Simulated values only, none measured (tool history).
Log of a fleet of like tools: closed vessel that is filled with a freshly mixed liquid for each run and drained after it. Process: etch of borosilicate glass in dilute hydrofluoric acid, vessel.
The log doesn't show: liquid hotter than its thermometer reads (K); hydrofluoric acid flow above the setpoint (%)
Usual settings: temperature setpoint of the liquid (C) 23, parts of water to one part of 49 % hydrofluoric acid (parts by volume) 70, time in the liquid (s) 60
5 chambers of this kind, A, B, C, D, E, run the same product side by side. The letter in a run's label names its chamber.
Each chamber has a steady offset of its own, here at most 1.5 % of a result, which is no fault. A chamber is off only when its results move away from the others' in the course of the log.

| run | hour | temperature setpoint of the liquid (C) | parts of water to one part of 49 % hydrofluoric acid (parts by volume) | time in the liquid (s) | hours since the thermometer was replaced | hours since the hydrofluoric acid flow meter was replaced | read-back film thickness of the borosilicate glass reference wafer, read on the same gauge (nm) | thickness taken off the borosilicate glass on a monitor wafer (nm) |
|---|---|---|---|---|---|---|---|---|
| 1D | 5.7 | 23 | 70 | 60 | 15.7 | 877.6 | 30.036 | 16.742 |
| 2B | 10.4 | 23 | 70 | 60 | 211.6 | 255.1 | 30.031 | 17.249 |
| 3E | 17.3 | 23 | 70 | 60 | 1048.2 | 558.1 | 29.951 | 17.255 |
|  | 18.6 | chamber A: thermometer replaced |
| 4A | 24.6 | 23 | 70 | 60 | 6.1 | 2536.8 | 29.963 | 16.99 |
| 5C | 32.2 | 23 | 70 | 60 | 584.9 | 1398.5 | 29.999 | 16.695 |
| 6E | 36.4 | 23 | 70 | 60 | 1067.3 | 577.2 | 30.034 | 17.086 |
| 7B | 41.4 | 23 | 70 | 60 | 242.6 | 286.1 | 30.008 | 16.701 |
| 8D | 46.3 | 23 | 70 | 60 | 56.3 | 918.2 | 30.007 | 16.969 |
|  | 52 | chamber A: hydrofluoric acid flow meter replaced |
| 9A | 53.4 | 23 | 60 | 30 | 34.9 | 1.4 | 29.998 | 9.7441 |
| 10C | 61.3 | 23 | 60 | 30 | 614 | 1427.6 | 29.959 | 10.028 |
| 11C | 69.9 | 23 | 60 | 30 | 622.6 | 1436.2 | 30.031 | 10.05 |
| 12A | 78.8 | 23 | 60 | 30 | 60.3 | 26.8 | 29.97 | 10.047 |
| 13D | 83.1 | 23 | 60 | 30 | 93.1 | 955 | 29.975 | 9.8797 |
| 14B | 88.6 | 23 | 70 | 60 | 289.8 | 333.3 | 29.946 | 16.79 |
| 15E | 96.9 | 23 | 70 | 60 | 1127.8 | 637.7 | 29.942 | 17.043 |
| 16B | 104.3 | 23 | 70 | 60 | 305.5 | 349 | 30.02 | 17.088 |
| 17C | 111.2 | 27.5 | 70 | 60 | 663.9 | 1477.5 | 30.047 | 20.072 |
| 18A | 118.5 | 27.5 | 70 | 60 | 100 | 66.5 | 30.005 | 19.939 |
| 19D | 125.6 | 27.5 | 70 | 60 | 135.6 | 997.5 | 29.991 | 20.035 |
| 20E | 133.9 | 27.5 | 70 | 60 | 1164.8 | 674.7 | 29.989 | 20.5 |
| 21C | 142 | 27.5 | 70 | 60 | 694.7 | 1508.3 | 29.951 | 19.859 |
| 22B | 147.5 | 19.5 | 40 | 60 | 348.7 | 392.2 | 30.031 | 27.324 |
| 23A | 152.4 | 19.5 | 40 | 60 | 133.9 | 100.4 | 29.922 | 26.393 |
| 24D | 158.9 | 19.5 | 40 | 60 | 168.9 | 1030.8 | 29.95 | 26.563 |
| 25E | 167.1 | 19.5 | 40 | 60 | 1198 | 707.9 | 29.993 | 27.089 |
| 26D | 173.6 | 19.5 | 40 | 60 | 183.6 | 1045.5 | 30.04 | 26.495 |
| 27B | 181 | 23 | 70 | 60 | 382.2 | 425.7 | 29.997 | 16.863 |
| 28E | 188.3 | 23 | 80 | 75 | 1219.2 | 729.1 | 30.026 | 19.056 |
| 29A | 195.9 | 23 | 80 | 75 | 177.4 | 143.9 | 29.966 | 18.286 |
| 30C | 202.4 | 23 | 80 | 75 | 755.1 | 1568.7 | 29.985 | 17.964 |
| 31A | 206.9 | 23 | 80 | 75 | 188.4 | 154.9 | 30.004 | 18.283 |
| 32E | 214.5 | 23 | 80 | 75 | 1245.4 | 755.3 | 30.006 | 19.083 |
| 33D | 223.8 | 23 | 70 | 60 | 233.8 | 1095.7 | 29.996 | 16.742 |
| 34C | 232.7 | 23 | 70 | 60 | 785.4 | 1599 | 30.024 | 16.761 |
| 35B | 237.4 | 20 | 70 | 80 | 438.6 | 482.1 | 30.011 | 19.81 |
| 36D | 241.6 | 20 | 70 | 80 | 251.6 | 1113.5 | 29.991 | 19.68 |
| 37B | 248.1 | 20 | 70 | 80 | 449.3 | 492.8 | 29.936 | 20.072 |
| 38E | 255.6 | 20 | 70 | 80 | 1286.5 | 796.4 | 30.026 | 21.098 |
| 39C | 264.7 | 20 | 70 | 80 | 817.4 | 1631 | 30.067 | 19.773 |
| 40A | 269.4 | 23 | 70 | 60 | 250.9 | 217.4 | 29.995 | 16.824 |
| 41D | 273.7 | 23 | 70 | 60 | 283.7 | 1145.6 | 29.997 | 16.754 |
| 42C | 282.1 | 25.5 | 70 | 60 | 834.8 | 1648.4 | 29.998 | 18.636 |

Is one chamber off against the others, does the gauge drift, or is nothing wrong? If a chamber is off, say which, and what the likeliest cause is.

Chamber E drifts away from the others.
Cause: hydrofluoric acid flow above the setpoint (%) = 6.34.
The log may not tell that from: liquid hotter than its thermometer reads (K).

Here are 4 candidates for chamber E's next run, each the usual settings with a change, their results left as question marks. Which one brings its results back in line with what the others give on the usual settings?
In line means no further than this from the other chambers' mean on the usual settings: thickness taken off the borosilicate glass on a monitor wafer (nm) 0.58
| 43E-1 | 288.7 | 23 | 70 | 55 |  |  |  | ? |
| 43E-2 | 288.7 | 23 | 70 | 65 |  |  |  | ? |
| 43E-3 | 288.7 | 23.5 | 70 | 60 |  |  |  | ? |
| 43E-4 | 288.7 | 22.5 | 70 | 60 |  |  |  | ? |

The other chambers' mean on the usual settings: thickness taken off the borosilicate glass on a monitor wafer (nm) 16.851
| run | thickness taken off the borosilicate glass on a monitor wafer (nm) |
|---|---|
| 43E-1 | 16.799 |
| 43E-2 | 19.853 |
| 43E-3 | 18.705 |
| 43E-4 | 17.961 |
43E-1 brings the chamber back in line.

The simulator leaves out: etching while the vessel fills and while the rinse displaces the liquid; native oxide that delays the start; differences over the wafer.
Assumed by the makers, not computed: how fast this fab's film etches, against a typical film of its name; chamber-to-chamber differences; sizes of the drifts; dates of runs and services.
